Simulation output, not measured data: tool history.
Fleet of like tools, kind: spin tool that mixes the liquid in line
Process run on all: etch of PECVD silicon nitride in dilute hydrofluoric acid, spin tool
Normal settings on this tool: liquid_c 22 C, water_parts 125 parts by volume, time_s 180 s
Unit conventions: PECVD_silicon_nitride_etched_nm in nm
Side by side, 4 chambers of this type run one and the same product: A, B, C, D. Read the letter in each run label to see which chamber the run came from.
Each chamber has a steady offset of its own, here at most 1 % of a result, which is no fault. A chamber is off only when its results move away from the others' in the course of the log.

| run | hour | liquid_c | water_parts | time_s | read-back film thickness of the PECVD silicon nitride reference wafer, read on the same gauge (nm) | PECVD_silicon_nitride_etched_nm |
|---|---|---|---|---|---|---|
| 1A | 8.7 | 22 | 125 | 180 | 150.01 | 3.5929 |
| 2D | 15.2 | 22 | 125 | 180 | 150.02 | 3.4161 |
| 3C | 22 | 22 | 125 | 180 | 150.01 | 3.472 |
| 4B | 30.6 | 22 | 125 | 180 | 150.01 | 3.5123 |
| 5C | 39.8 | 22 | 125 | 180 | 149.99 | 3.4538 |
| 6A | 45.3 | 22 | 125 | 180 | 149.99 | 3.5271 |
| 7D | 53.1 | 22 | 125 | 180 | 150.01 | 3.443 |
| 8B | 58.5 | 22 | 125 | 180 | 150.01 | 3.4781 |
| 9B | 66.9 | 22 | 125 | 180 | 150 | 3.4887 |
| 10A | 72.7 | 22 | 125 | 180 | 149.97 | 3.4989 |
| 11D | 80.2 | 26.5 | 125 | 180 | 150.01 | 4.6751 |
| 12C | 87.3 | 26.5 | 125 | 180 | 150.01 | 4.6516 |
| 13D | 92.6 | 26.5 | 125 | 180 | 150.02 | 4.653 |
| 14A | 101.6 | 26.5 | 125 | 180 | 149.99 | 4.7374 |
| 15B | 106.6 | 22 | 125 | 180 | 150.02 | 3.6807 |
| 16C | 117.4 | 22 | 125 | 180 | 150.02 | 3.5146 |
| 17C | 125 | 22 | 125 | 180 | 149.99 | 3.4551 |
| 18A | 135.5 | 22 | 125 | 180 | 150.01 | 3.5408 |
| 19B | 146.1 | 22 | 125 | 180 | 150.02 | 3.6949 |
| 20D | 154.5 | 25 | 125 | 130 | 150.02 | 3.0349 |
| 21C | 159.3 | 25 | 125 | 130 | 150.01 | 3.0625 |
| 22B | 167.4 | 25 | 125 | 130 | 150.03 | 3.2981 |
|  | 171.9 | chamber A: thermometer replaced |
| 23D | 176.9 | 25 | 125 | 130 | 150 | 3.0271 |
| 24A | 184.7 | 22 | 125 | 180 | 150 | 3.4528 |
| 25D | 190 | 19 | 125 | 105 | 150 | 1.6721 |
| 26C | 197.5 | 19 | 125 | 105 | 149.99 | 1.665 |

What goes on in this fleet: one chamber off, a drifting gauge, or nothing beyond the chambers' own small offsets? Name the chamber and the cause, if any.

Little by little, chamber B moves away from the other chambers.
What lies behind it: hydrofluoric acid flow above the setpoint (%) = 11.3.
The log may not separate it from: liquid hotter than its thermometer reads (K).

Below are 4 candidate recipes for chamber B's next run, each the usual settings with a change, their results shown as question marks. Which of them brings B's results back in line with what the other chambers give on the usual settings?
In line means no further than this from the other chambers' mean on the usual settings: PECVD_silicon_nitride_etched_nm 0.13 nm
| 27B-1 | 205.3 | 22 | 140 | 180 |  | ? |
| 27B-2 | 205.3 | 23 | 110 | 180 |  | ? |
| 27B-3 | 205.3 | 22 | 135 | 160 |  | ? |
| 27B-4 | 205.3 | 22.5 | 125 | 195 |  | ? |

Average result of the remaining chambers running the usual settings: PECVD_silicon_nitride_etched_nm 3.4863 nm
| run | PECVD_silicon_nitride_etched_nm |
|---|---|
| 27B-1 | 3.4528 |
| 27B-2 | 4.6968 |
| 27B-3 | 3.1823 |
| 27B-4 | 4.329 |
With 27B-1, the chamber falls back in line with the rest.
